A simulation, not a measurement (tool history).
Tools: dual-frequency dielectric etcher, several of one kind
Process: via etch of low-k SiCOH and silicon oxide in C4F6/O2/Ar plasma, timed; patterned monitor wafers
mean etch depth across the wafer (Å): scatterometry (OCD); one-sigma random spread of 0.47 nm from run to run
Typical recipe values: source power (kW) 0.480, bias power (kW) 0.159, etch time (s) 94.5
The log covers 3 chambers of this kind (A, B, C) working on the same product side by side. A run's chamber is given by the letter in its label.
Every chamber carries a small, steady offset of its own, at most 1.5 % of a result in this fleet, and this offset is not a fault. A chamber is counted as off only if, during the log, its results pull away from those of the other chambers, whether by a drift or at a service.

| run | hour | source power (kW) | bias power (kW) | etch time (s) | read-back reference wafer on the same gauge, depth_nm | mean etch depth across the wafer (Å) |
|---|---|---|---|---|---|---|
| 1C | 11.2 | 0.480 | 0.159 | 94.5 | 293.94 | 2741.6 |
| 2B | 25.5 | 0.480 | 0.159 | 94.5 | 294.23 | 2705.3 |
| 3A | 35.4 | 0.480 | 0.159 | 94.5 | 294.23 | 2701.2 |
| 4A | 44.2 | 0.480 | 0.159 | 94.5 | 294.25 | 2710.7 |
| 5B | 53.1 | 0.480 | 0.159 | 94.5 | 294.16 | 2700.6 |
| 6C | 61.4 | 0.480 | 0.159 | 94.5 | 294.18 | 2748.3 |
| 7C | 71.5 | 0.480 | 0.171 | 94.5 | 294.41 | 2807.3 |
| 8A | 84.1 | 0.480 | 0.171 | 94.5 | 294.37 | 2765.2 |
|  | 88.8 | chamber A: wet clean of the chamber |
| 9B | 100.3 | 0.480 | 0.171 | 94.5 | 294.38 | 2773.3 |
| 10B | 110.6 | 0.480 | 0.159 | 94.5 | 294.40 | 2701.8 |
| 11C | 123.6 | 0.480 | 0.159 | 94.5 | 294.51 | 2747.5 |
| 12A | 133.4 | 0.480 | 0.133 | 94.5 | 294.70 | 2567.8 |
| 13B | 143.0 | 0.480 | 0.133 | 94.5 | 294.65 | 2570.4 |
| 14C | 150.7 | 0.480 | 0.133 | 94.5 | 294.61 | 2601.3 |
| 15A | 158.9 | 0.480 | 0.143 | 94.5 | 294.67 | 2629.3 |
| 16C | 171.6 | 0.480 | 0.143 | 94.5 | 294.77 | 2660.8 |
| 17A | 184.4 | 0.480 | 0.143 | 94.5 | 294.76 | 2628.0 |
| 18B | 199.4 | 0.480 | 0.159 | 94.5 | 294.73 | 2712.2 |
| 19B | 208.4 | 0.480 | 0.159 | 94.5 | 294.92 | 2707.3 |
| 20C | 218.2 | 0.480 | 0.159 | 94.5 | 294.95 | 2748.2 |
| 21A | 228.4 | 0.560 | 0.159 | 115.5 | 294.98 | 3519.8 |
| 22B | 235.6 | 0.560 | 0.159 | 115.5 | 295.01 | 3529.0 |
| 23C | 250.0 | 0.560 | 0.159 | 115.5 | 295.02 | 3570.5 |
| 24A | 258.4 | 0.480 | 0.159 | 94.5 | 295.20 | 2708.3 |
| 25A | 274.1 | 0.370 | 0.159 | 76.5 | 295.14 | 1989.4 |
|  | 282.4 | chamber B: wet clean of the chamber |
| 26C | 290.3 | 0.370 | 0.159 | 76.5 | 295.23 | 2007.4 |
| 27B | 298.5 | 0.370 | 0.159 | 76.5 | 295.18 | 1982.9 |
| 28B | 313.3 | 0.480 | 0.159 | 94.5 | 295.31 | 2717.9 |
| 29C | 322.4 | 0.480 | 0.159 | 94.5 | 295.37 | 2756.8 |
| 30A | 334.5 | 0.360 | 0.159 | 79.0 | 295.40 | 2035.1 |
| 31A | 346.2 | 0.360 | 0.159 | 79.0 | 295.38 | 2035.0 |
| 32C | 353.9 | 0.360 | 0.159 | 79.0 | 295.33 | 2050.7 |
| 33B | 363.8 | 0.410 | 0.159 | 94.5 | 295.61 | 2548.2 |
|  | 365.2 | chamber C: wet clean of the chamber |
| 34A | 374.7 | 0.410 | 0.159 | 94.5 | 295.70 | 2558.1 |
| 35B | 386.7 | 0.410 | 0.159 | 94.5 | 295.65 | 2556.7 |
| 36C | 397.3 | 0.480 | 0.159 | 94.5 | 295.77 | 2754.8 |
| 37B | 406.5 | 0.480 | 0.159 | 94.5 | 295.67 | 2721.4 |
| 38A | 419.6 | 0.480 | 0.159 | 94.5 | 295.87 | 2718.4 |
| 39C | 431.7 | 0.480 | 0.159 | 94.5 | 295.78 | 2748.6 |
| 40A | 440.4 | 0.480 | 0.159 | 94.5 | 295.86 | 2729.4 |
| 41C | 447.7 | 0.480 | 0.175 | 94.5 | 295.90 | 2833.5 |
| 42B | 461.4 | 0.480 | 0.175 | 94.5 | 296.01 | 2807.2 |
| 43B | 475.0 | 0.480 | 0.175 | 94.5 | 295.98 | 2809.1 |
| 44C | 486.7 | 0.480 | 0.159 | 94.5 | 296.02 | 2767.0 |

Each of the 3 chambers runs these same settings next. Fill in every chamber's results:
| 45A | 498.4 | 0.420 | 0.159 | 94.5 |  | ? |
| 45B | 498.4 | 0.420 | 0.159 | 94.5 |  | ? |
| 45C | 498.4 | 0.420 | 0.159 | 94.5 |  | ? |

| run | mean etch depth across the wafer (Å) |
|---|---|
| 45A | 2593.5 |
| 45B | 2582.2 |
| 45C | 2618.6 |

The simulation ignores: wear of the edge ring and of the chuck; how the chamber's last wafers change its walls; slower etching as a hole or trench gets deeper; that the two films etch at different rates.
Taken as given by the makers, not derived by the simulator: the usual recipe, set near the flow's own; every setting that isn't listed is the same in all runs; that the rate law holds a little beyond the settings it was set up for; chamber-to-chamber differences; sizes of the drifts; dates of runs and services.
